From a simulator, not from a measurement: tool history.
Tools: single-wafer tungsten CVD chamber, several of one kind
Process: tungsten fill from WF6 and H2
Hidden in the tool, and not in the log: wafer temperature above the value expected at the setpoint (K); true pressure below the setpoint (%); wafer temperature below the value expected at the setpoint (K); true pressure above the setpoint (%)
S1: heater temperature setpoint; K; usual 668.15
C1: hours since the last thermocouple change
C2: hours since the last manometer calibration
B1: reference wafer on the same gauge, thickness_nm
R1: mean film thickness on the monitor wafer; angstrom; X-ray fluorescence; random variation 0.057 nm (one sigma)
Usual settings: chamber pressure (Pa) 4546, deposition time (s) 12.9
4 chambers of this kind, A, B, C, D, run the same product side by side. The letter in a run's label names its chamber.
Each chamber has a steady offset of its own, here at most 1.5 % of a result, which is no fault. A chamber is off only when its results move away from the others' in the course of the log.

{"run": "1A", "hour": 4.2, "S1": 668.15, "chamber pressure (Pa)": 4546, "deposition time (s)": 12.9, "C1": 642.3, "C2": 1243.1, "B1": 39.817, "R1": 362.67}
{"run": "2B", "hour": 8.1, "S1": 668.15, "chamber pressure (Pa)": 4546, "deposition time (s)": 12.9, "C1": 1247.2, "C2": 1730.3, "B1": 39.801, "R1": 363.99}
{"run": "3C", "hour": 10.9, "S1": 668.15, "chamber pressure (Pa)": 4546, "deposition time (s)": 12.9, "C1": 774.2, "C2": 2016, "B1": 39.834, "R1": 362.31}
{"hour": 11.8, "done": "chamber A: capacitance manometer re-zeroed and calibrated"}
{"run": "4D", "hour": 14.8, "S1": 668.15, "chamber pressure (Pa)": 4546, "deposition time (s)": 12.9, "C1": 661, "C2": 967.6, "B1": 39.847, "R1": 359.77}
{"run": "5A", "hour": 17.1, "S1": 658.15, "chamber pressure (Pa)": 4546, "deposition time (s)": 12.9, "C1": 655.2, "C2": 5.4, "B1": 39.856, "R1": 298.99}
{"run": "6D", "hour": 21.1, "S1": 658.15, "chamber pressure (Pa)": 4546, "deposition time (s)": 12.9, "C1": 667.3, "C2": 973.9, "B1": 39.856, "R1": 297.37}
{"run": "7C", "hour": 23.7, "S1": 658.15, "chamber pressure (Pa)": 4546, "deposition time (s)": 12.9, "C1": 787, "C2": 2028.8, "B1": 39.858, "R1": 299.41}
{"run": "8B", "hour": 27.3, "S1": 658.15, "chamber pressure (Pa)": 4546, "deposition time (s)": 12.9, "C1": 1266.4, "C2": 1749.5, "B1": 39.911, "R1": 300.83}
{"run": "9D", "hour": 29.7, "S1": 668.15, "chamber pressure (Pa)": 4546, "deposition time (s)": 12.9, "C1": 675.9, "C2": 982.5, "B1": 39.898, "R1": 361.88}
{"run": "10B", "hour": 32.3, "S1": 668.15, "chamber pressure (Pa)": 4546, "deposition time (s)": 12.9, "C1": 1271.4, "C2": 1754.5, "B1": 39.901, "R1": 364.42}
{"run": "11A", "hour": 34.6, "S1": 668.15, "chamber pressure (Pa)": 4546, "deposition time (s)": 12.9, "C1": 672.7, "C2": 22.9, "B1": 39.897, "R1": 362.98}
{"run": "12C", "hour": 37.3, "S1": 668.15, "chamber pressure (Pa)": 4546, "deposition time (s)": 12.9, "C1": 800.6, "C2": 2042.4, "B1": 39.914, "R1": 363.3}
{"run": "13D", "hour": 40.4, "S1": 668.15, "chamber pressure (Pa)": 4546, "deposition time (s)": 12.9, "C1": 686.6, "C2": 993.2, "B1": 39.923, "R1": 362.34}
{"run": "14C", "hour": 43.5, "S1": 668.15, "chamber pressure (Pa)": 4546, "deposition time (s)": 12.9, "C1": 806.8, "C2": 2048.6, "B1": 39.944, "R1": 364.29}
{"run": "15B", "hour": 45.6, "S1": 668.15, "chamber pressure (Pa)": 4546, "deposition time (s)": 12.9, "C1": 1284.7, "C2": 1767.8, "B1": 39.947, "R1": 366.09}
{"run": "16A", "hour": 47.9, "S1": 668.15, "chamber pressure (Pa)": 4546, "deposition time (s)": 12.9, "C1": 686, "C2": 36.2, "B1": 39.964, "R1": 361.47}
{"run": "17A", "hour": 52.2, "S1": 668.15, "chamber pressure (Pa)": 4546, "deposition time (s)": 11.1, "C1": 690.3, "C2": 40.5, "B1": 39.952, "R1": 312.3}
{"hour": 55.2, "done": "chamber C: capacitance manometer re-zeroed and calibrated"}
{"run": "18C", "hour": 55.2, "S1": 668.15, "chamber pressure (Pa)": 4546, "deposition time (s)": 11.1, "C1": 818.5, "C2": 0, "B1": 39.98, "R1": 314.1}
{"run": "19B", "hour": 59.1, "S1": 668.15, "chamber pressure (Pa)": 4546, "deposition time (s)": 11.1, "C1": 1298.2, "C2": 1781.3, "B1": 39.996, "R1": 315.77}
{"run": "20D", "hour": 63.5, "S1": 668.15, "chamber pressure (Pa)": 4546, "deposition time (s)": 11.1, "C1": 709.7, "C2": 1016.3, "B1": 39.989, "R1": 311.14}
{"run": "21A", "hour": 66.5, "S1": 668.15, "chamber pressure (Pa)": 5440, "deposition time (s)": 12.9, "C1": 704.6, "C2": 54.8, "B1": 40, "R1": 395.9}
{"run": "22C", "hour": 70.5, "S1": 668.15, "chamber pressure (Pa)": 5440, "deposition time (s)": 12.9, "C1": 833.8, "C2": 15.3, "B1": 40.022, "R1": 396.38}
{"run": "23D", "hour": 74.4, "S1": 668.15, "chamber pressure (Pa)": 5440, "deposition time (s)": 12.9, "C1": 720.6, "C2": 1027.2, "B1": 40.019, "R1": 393.76}
{"run": "24B", "hour": 78.7, "S1": 668.15, "chamber pressure (Pa)": 5440, "deposition time (s)": 12.9, "C1": 1317.8, "C2": 1800.9, "B1": 40.054, "R1": 399.88}

What goes on in this fleet: one chamber off, a drifting gauge, or nothing beyond the chambers' own small offsets? Name the chamber and the cause, if any.

The gauge drifts, so all chambers seem to drift together. No chamber is off.
Cause: gauge reads high (%) = 0.656.

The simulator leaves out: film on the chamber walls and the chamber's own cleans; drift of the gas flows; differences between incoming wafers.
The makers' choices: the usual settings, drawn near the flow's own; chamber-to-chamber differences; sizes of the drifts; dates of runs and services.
